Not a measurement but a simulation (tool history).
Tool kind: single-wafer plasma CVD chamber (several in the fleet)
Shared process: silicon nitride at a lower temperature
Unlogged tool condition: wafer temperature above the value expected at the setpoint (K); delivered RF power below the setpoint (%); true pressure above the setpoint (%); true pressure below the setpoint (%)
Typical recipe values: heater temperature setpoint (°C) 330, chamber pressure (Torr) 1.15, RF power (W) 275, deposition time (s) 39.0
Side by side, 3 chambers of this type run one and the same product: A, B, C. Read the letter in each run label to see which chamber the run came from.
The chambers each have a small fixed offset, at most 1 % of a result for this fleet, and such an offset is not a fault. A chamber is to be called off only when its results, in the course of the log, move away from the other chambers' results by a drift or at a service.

run   hour  heater temperature setpoint (°C)  chamber pressure (Torr)  RF power (W)  deposition time (s)  hours since the last thermocouple change  hours since the last RF generator calibration  hours since the last manometer calibration  read-back reference wafer on the same gauge, thickness_nm  mean film thickness on the monitor wafer (angstrom)
 1A    8.9                               330                     1.15           275                 39.0                                    2599.7                                         1036.7                                      1428.9                                                     34.802                                               392.39
 2B   19.1                               330                     1.15           275                 39.0                                    1336.4                                         1971.1                                      1259.9                                                     34.808                                               390.69
      28.0  -- chamber B: capacitance manometer re-zeroed and calibrated
 3C   29.5                               330                     1.15           275                 39.0                                    1791.0                                          755.4                                       106.9                                                     34.814                                               396.67
 4A   40.1                               330                     1.15           275                 39.0                                    2630.9                                         1067.9                                      1460.1                                                     34.828                                               393.31
 5C   53.0                               330                     1.15           275                 39.0                                    1814.5                                          778.9                                       130.4                                                     34.806                                               392.62
 6B   66.9                               330                     1.15           275                 39.0                                    1384.2                                         2018.9                                        39.0                                                     34.823                                               392.10
      75.1  -- chamber C: thermocouple changed; heater temperature recalibrated
 7C   79.2                               330                     1.15           275                 39.0                                       4.1                                          805.1                                       156.6                                                     34.796                                               390.15
 8B   91.7                               330                     1.15           275                 39.0                                    1409.0                                         2043.7                                        63.8                                                     34.782                                               390.46
 9A  101.1                               330                     1.15           275                 39.0                                    2691.9                                         1128.9                                      1521.1                                                     34.813                                               390.78
10B  108.9                               336                     1.15           275                 46.1                                    1426.2                                         2060.9                                        81.0                                                     34.802                                               461.07
11A  120.3                               336                     1.15           275                 46.1                                    2711.1                                         1148.1                                      1540.3                                                     34.856                                               463.18
     123.7  -- chamber B: thermocouple changed; heater temperature recalibrated
12C  132.3                               336                     1.15           275                 46.1                                      57.2                                          858.2                                       209.7                                                     34.791                                               456.47
     134.4  -- chamber B: RF generator calibrated
13C  142.1                               330                     1.15           275                 39.0                                      67.0                                          868.0                                       219.5                                                     34.783                                               384.67
14A  153.6                               330                     1.15           275                 39.0                                    2744.4                                         1181.4                                      1573.6                                                     34.805                                               392.86
     158.6  -- chamber A: thermocouple changed; heater temperature recalibrated
15B  164.7                               330                     1.15           275                 39.0                                      41.1                                           30.3                                       136.8                                                     34.765                                               391.83
16B  172.7                               330                     1.15           275                 41.8                                      49.1                                           38.3                                       144.8                                                     34.823                                               422.18
17A  181.6                               330                     1.15           275                 41.8                                      23.1                                         1209.4                                      1601.6                                                     34.837                                               418.84
18C  189.5                               330                     1.15           275                 41.8                                     114.4                                          915.4                                       266.9                                                     34.783                                               409.31
19C  198.6                               330                     1.15           275                 39.0                                     123.5                                          924.5                                       276.0                                                     34.802                                               380.95
20A  206.6                               330                     1.15           275                 39.0                                      48.1                                         1234.4                                      1626.6                                                     34.817                                               395.00
21B  215.8                               330                     1.15           320                 32.2                                      92.2                                           81.4                                       187.9                                                     34.802                                               357.99

What goes on in this fleet: one chamber off, a drifting gauge, or nothing beyond the chambers' own small offsets? Name the chamber and the cause, if any.

Little by little, chamber C moves away from the other chambers.
Most likely cause: delivered RF power below the setpoint (%) = 6.92.

Here are 4 candidates for chamber C's next run, each the usual settings with a change, their results left as question marks. Which one brings its results back in line with what the others give on the usual settings?
Counts as in line when no further than this from what the other chambers average on the usual settings: mean film thickness on the monitor wafer (angstrom) 4.90
22C-1  226.4                               330                     1.15           290                 39.0                                                                                                                                                                                                                                                    ?
22C-2  226.4                               330                     1.15           275                 35.9                                                                                                                                                                                                                                                    ?
22C-3  226.4                               330                     1.15           285                 41.1                                                                                                                                                                                                                                                    ?
22C-4  226.4                               330                     1.15           275                 37.4                                                                                                                                                                                                                                                    ?

On the usual settings, the other chambers give on average: mean film thickness on the monitor wafer (angstrom) 391.83
  run  mean film thickness on the monitor wafer (angstrom)
22C-1                                               391.21
22C-2                                               347.09
22C-3                                               407.26
22C-4                                               361.56
It is 22C-1 that realigns the chamber with its peers.
